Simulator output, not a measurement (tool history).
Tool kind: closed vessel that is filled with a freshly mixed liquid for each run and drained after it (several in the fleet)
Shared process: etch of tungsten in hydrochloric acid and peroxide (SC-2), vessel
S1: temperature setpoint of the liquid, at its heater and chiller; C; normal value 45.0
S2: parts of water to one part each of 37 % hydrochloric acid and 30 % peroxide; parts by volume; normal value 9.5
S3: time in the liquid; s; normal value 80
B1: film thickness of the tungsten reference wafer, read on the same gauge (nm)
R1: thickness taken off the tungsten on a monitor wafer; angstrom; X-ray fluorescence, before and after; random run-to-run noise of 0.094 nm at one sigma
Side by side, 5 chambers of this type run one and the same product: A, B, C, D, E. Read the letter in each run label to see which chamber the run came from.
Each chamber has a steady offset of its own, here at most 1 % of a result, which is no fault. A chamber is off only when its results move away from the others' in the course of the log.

run    day    S1    S2  S3      B1       R1
 1B  0.121  45.0   9.5  80  120.02  104.520
 2C  0.267  45.0   9.5  80  119.98  106.450
 3A  0.371  45.0   9.5  80  120.01  104.980
 4E  0.512  45.0   9.5  80  119.99  102.950
 5D  0.662  45.0   9.5  65  120.00   85.712
 6E  0.829  45.0   9.5  65  120.02   84.585
 7B  0.979  45.0   9.5  65  120.00   84.295
 8D  1.088  45.0   9.5  65  119.95   85.526
 9C  1.242  45.0   9.5  65  119.99   85.942
10A  1.388  38.5  12.5  80  119.97   52.942
11A  1.521  38.5  12.5  80  119.98   52.780
12B  1.633  38.5  12.5  80  120.01   50.861
13D  1.800  38.5  12.5  80  120.00   52.573
14C  1.888  38.5  12.5  80  120.00   52.537
15E  2.008  45.0   9.5  80  120.03  105.820
16B  2.175  38.5   9.5  80  119.98   65.421
17D  2.296  38.5   9.5  80  120.00   66.385
     2.367  -- chamber D: chemicals flow meter replaced
18C  2.400  38.5   9.5  80  120.01   66.757
19A  2.521  38.5   9.5  80  119.99   66.576
20E  2.679  38.5   9.5  80  119.98   67.645
21B  2.800  41.0   9.5  80  119.97   78.459
22A  2.929  41.0   9.5  80  120.01   79.952
23D  3.017  41.0   9.5  80  119.99   78.879
24C  3.158  41.0   9.5  80  119.99   80.836
25E  3.300  41.0   9.5  80  120.01   80.841
26B  3.475  45.0   9.5  80  120.01  105.420
27A  3.642  45.0   6.0  45  120.01   84.941
28C  3.788  45.0   6.0  45  119.98   86.058
29E  3.917  45.0   6.0  45  120.00   86.736
30D  4.000  45.0   6.0  45  120.01   84.055
31D  4.129  45.0   6.0  45  120.01   85.429
32E  4.288  45.0   9.5  80  120.02  108.580
33A  4.458  45.0   9.5  80  119.97  104.210
34B  4.571  45.0   9.5  80  119.99  102.350
35C  4.733  45.0   6.5  50  120.00   88.701
36D  4.900  45.0   6.5  50  119.99   86.673
37A  5.008  45.0   6.5  50  119.99   86.673
38E  5.117  45.0   6.5  50  120.02   93.986
39C  5.208  45.0   6.5  50  120.04   88.848
40B  5.304  45.0   9.5  80  119.98  104.980
41C  5.404  45.0   9.5  80  119.99  105.600
42B  5.508  45.0   9.5  80  119.98  103.870
43D  5.638  45.0   9.5  80  120.02  104.080

Decide between three cases: one chamber stands off from its peers, the gauge reading all wafers drifts, or nothing is wrong past each chamber's small offset. Where a chamber is off, say which and what most likely put it there.

Little by little, chamber E moves away from the other chambers.
What lies behind it: chemicals flow above the setpoint (%) = 8.97.
With only this log, it may be confused with: liquid hotter than its thermometer reads (K).

Chamber E could run next with any of the 4 candidate recipes listed below; each alters the usual settings, and their results appear as question marks. Which one brings its results back in line with what the other chambers deliver on the usual settings?
To be in line, a result may differ from the other chambers' mean on the usual settings by at most: R1 3.300 angstrom
44E-1  5.767  45.0  11.0  80       ?
44E-2  5.767  45.0   9.5  85       ?
44E-3  5.767  45.0   9.5  90       ?
44E-4  5.767  44.0   9.5  80       ?

The other chambers' mean on the usual settings: R1 104.660 angstrom
  run       R1
44E-1   99.880
44E-2  119.630
44E-3  126.660
44E-4  105.160
The right change is 44E-4: it brings the chamber back within the allowed miss of the others.
